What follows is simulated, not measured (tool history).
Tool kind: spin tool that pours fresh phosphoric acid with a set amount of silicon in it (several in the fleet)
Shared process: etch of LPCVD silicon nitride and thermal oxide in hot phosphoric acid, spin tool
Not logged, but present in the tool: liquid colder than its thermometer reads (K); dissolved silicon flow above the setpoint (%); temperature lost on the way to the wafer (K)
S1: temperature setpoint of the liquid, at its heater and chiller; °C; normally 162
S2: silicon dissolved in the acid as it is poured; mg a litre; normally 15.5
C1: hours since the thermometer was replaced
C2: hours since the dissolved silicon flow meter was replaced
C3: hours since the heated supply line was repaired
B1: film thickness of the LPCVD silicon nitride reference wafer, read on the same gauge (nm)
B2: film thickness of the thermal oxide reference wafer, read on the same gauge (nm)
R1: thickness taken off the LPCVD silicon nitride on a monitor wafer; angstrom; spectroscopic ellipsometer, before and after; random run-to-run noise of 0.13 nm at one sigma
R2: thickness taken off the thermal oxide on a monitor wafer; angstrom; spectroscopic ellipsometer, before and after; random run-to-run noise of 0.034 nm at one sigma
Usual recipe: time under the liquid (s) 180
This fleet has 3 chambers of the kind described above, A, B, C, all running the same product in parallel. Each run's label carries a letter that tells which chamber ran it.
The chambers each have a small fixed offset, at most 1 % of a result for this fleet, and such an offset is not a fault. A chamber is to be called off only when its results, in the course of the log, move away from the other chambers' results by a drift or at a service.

run 1B day=0.425 | S1=162 S2=15.5 time_under_the_liquid_(s)=180 | C1=574.8 C2=37.2 C3=1127.9 | B1=140.02 B2=60.017 | R1=178.48 R2=3.8327
run 2A day=0.854 | S1=162 S2=15.5 time_under_the_liquid_(s)=180 | C1=490.2 C2=903.8 C3=1237.1 | B1=140.03 B2=60.028 | R1=175.72 R2=4.8882
run 3C day=1.246 | S1=162 S2=15.5 time_under_the_liquid_(s)=180 | C1=167.6 C2=1245.4 C3=2524.7 | B1=140.03 B2=60.006 | R1=177.24 R2=4.3732
run 4C day=1.525 | S1=162 S2=15.5 time_under_the_liquid_(s)=180 | C1=174.3 C2=1252.1 C3=2531.4 | B1=139.96 B2=59.973 | R1=177.02 R2=4.467
-- day=1.642 chamber A: dissolved silicon flow meter replaced
run 5B day=1.996 | S1=162 S2=15.5 time_under_the_liquid_(s)=180 | C1=612.5 C2=74.9 C3=1165.6 | B1=140.04 B2=60.023 | R1=175.41 R2=4.5389
run 6A day=2.346 | S1=162 S2=15.5 time_under_the_liquid_(s)=180 | C1=526 C2=16.9 C3=1272.9 | B1=140.05 B2=60.013 | R1=171.99 R2=4.448
run 7A day=2.712 | S1=162 S2=15.5 time_under_the_liquid_(s)=180 | C1=534.8 C2=25.7 C3=1281.7 | B1=140 B2=59.97 | R1=173.57 R2=4.2565
run 8B day=3.246 | S1=162 S2=15.5 time_under_the_liquid_(s)=180 | C1=642.5 C2=104.9 C3=1195.6 | B1=140.03 B2=59.969 | R1=177.72 R2=3.9463
run 9C day=3.742 | S1=162 S2=15.5 time_under_the_liquid_(s)=180 | C1=227.5 C2=1305.3 C3=2584.6 | B1=139.99 B2=60.003 | R1=175.27 R2=3.8296
run 10C day=4.296 | S1=163 S2=22.5 time_under_the_liquid_(s)=180 | C1=240.8 C2=1318.6 C3=2597.9 | B1=139.99 B2=60.02 | R1=180.64 R2=3.1414
run 11A day=4.579 | S1=163 S2=22.5 time_under_the_liquid_(s)=180 | C1=579.6 C2=70.5 C3=1326.5 | B1=140.01 B2=59.983 | R1=180.14 R2=3.7569
run 12B day=5.079 | S1=163 S2=22.5 time_under_the_liquid_(s)=180 | C1=686.5 C2=148.9 C3=1239.6 | B1=139.99 B2=59.972 | R1=183.07 R2=3.5288
run 13C day=5.538 | S1=162 S2=15.5 time_under_the_liquid_(s)=180 | C1=270.6 C2=1348.4 C3=2627.7 | B1=140 B2=60.009 | R1=172.27 R2=3.8458
run 14A day=5.85 | S1=162 S2=15.5 time_under_the_liquid_(s)=180 | C1=610.1 C2=101 C3=1357 | B1=140.01 B2=59.998 | R1=175.12 R2=3.7392
run 15B day=6.308 | S1=162 S2=15.5 time_under_the_liquid_(s)=180 | C1=716 C2=178.4 C3=1269.1 | B1=140.02 B2=59.977 | R1=178.93 R2=4.06
run 16A day=6.683 | S1=162 S2=15.5 time_under_the_liquid_(s)=180 | C1=630.1 C2=121 C3=1377 | B1=139.96 B2=59.978 | R1=172.58 R2=3.7842
run 17B day=7.108 | S1=162 S2=15.5 time_under_the_liquid_(s)=180 | C1=735.2 C2=197.6 C3=1288.3 | B1=140.01 B2=59.991 | R1=179.99 R2=4.2517
run 18C day=7.462 | S1=162 S2=15.5 time_under_the_liquid_(s)=180 | C1=316.8 C2=1394.6 C3=2673.9 | B1=139.97 B2=59.999 | R1=167.47 R2=3.5881
run 19A day=7.925 | S1=162 S2=15.5 time_under_the_liquid_(s)=180 | C1=659.9 C2=150.8 C3=1406.8 | B1=140 B2=60.002 | R1=175.79 R2=4.3136
run 20B day=8.204 | S1=162 S2=15.5 time_under_the_liquid_(s)=180 | C1=761.5 C2=223.9 C3=1314.6 | B1=140.03 B2=59.975 | R1=176.76 R2=4.2266
run 21C day=8.792 | S1=162 S2=5.5 time_under_the_liquid_(s)=180 | C1=348.7 C2=1426.5 C3=2705.8 | B1=140 B2=60.016 | R1=167.48 R2=4.4903
run 22B day=9.379 | S1=162 S2=5.5 time_under_the_liquid_(s)=180 | C1=789.7 C2=252.1 C3=1342.8 | B1=140.04 B2=59.976 | R1=175.94 R2=5.6284
run 23A day=9.733 | S1=162 S2=5.5 time_under_the_liquid_(s)=180 | C1=703.3 C2=194.2 C3=1450.2 | B1=139.99 B2=59.997 | R1=174.62 R2=5.6626
run 24C day=10.012 | S1=162 S2=15.5 time_under_the_liquid_(s)=180 | C1=378 C2=1455.8 C3=2735.1 | B1=139.97 B2=60.024 | R1=167.12 R2=3.5805
run 25B day=10.417 | S1=159 S2=15.5 time_under_the_liquid_(s)=180 | C1=814.6 C2=277 C3=1367.7 | B1=140.01 B2=59.99 | R1=158.33 R2=3.2958
run 26A day=10.921 | S1=159 S2=15.5 time_under_the_liquid_(s)=180 | C1=731.8 C2=222.7 C3=1478.7 | B1=139.99 B2=59.998 | R1=157.65 R2=3.3794
run 27C day=11.329 | S1=159 S2=15.5 time_under_the_liquid_(s)=180 | C1=409.6 C2=1487.4 C3=2766.7 | B1=139.96 B2=60 | R1=145.94 R2=2.6533
run 28A day=11.921 | S1=162 S2=15.5 time_under_the_liquid_(s)=180 | C1=755.8 C2=246.7 C3=1502.7 | B1=140.02 B2=59.987 | R1=174.96 R2=4.0584

Each of the 3 chambers runs these same settings next. Fill in every chamber's results:
run 29A day=12.35 | S1=162 S2=15.5 time_under_the_liquid_(s)=280 | R1=? R2=?
run 29B day=12.35 | S1=162 S2=15.5 time_under_the_liquid_(s)=280 | R1=? R2=?
run 29C day=12.35 | S1=162 S2=15.5 time_under_the_liquid_(s)=280 | R1=? R2=?

run=29A R1=273.35 R2=6.4522
run=29B R1=273.61 R2=6.0435
run=29C R1=253.61 R2=5.4967
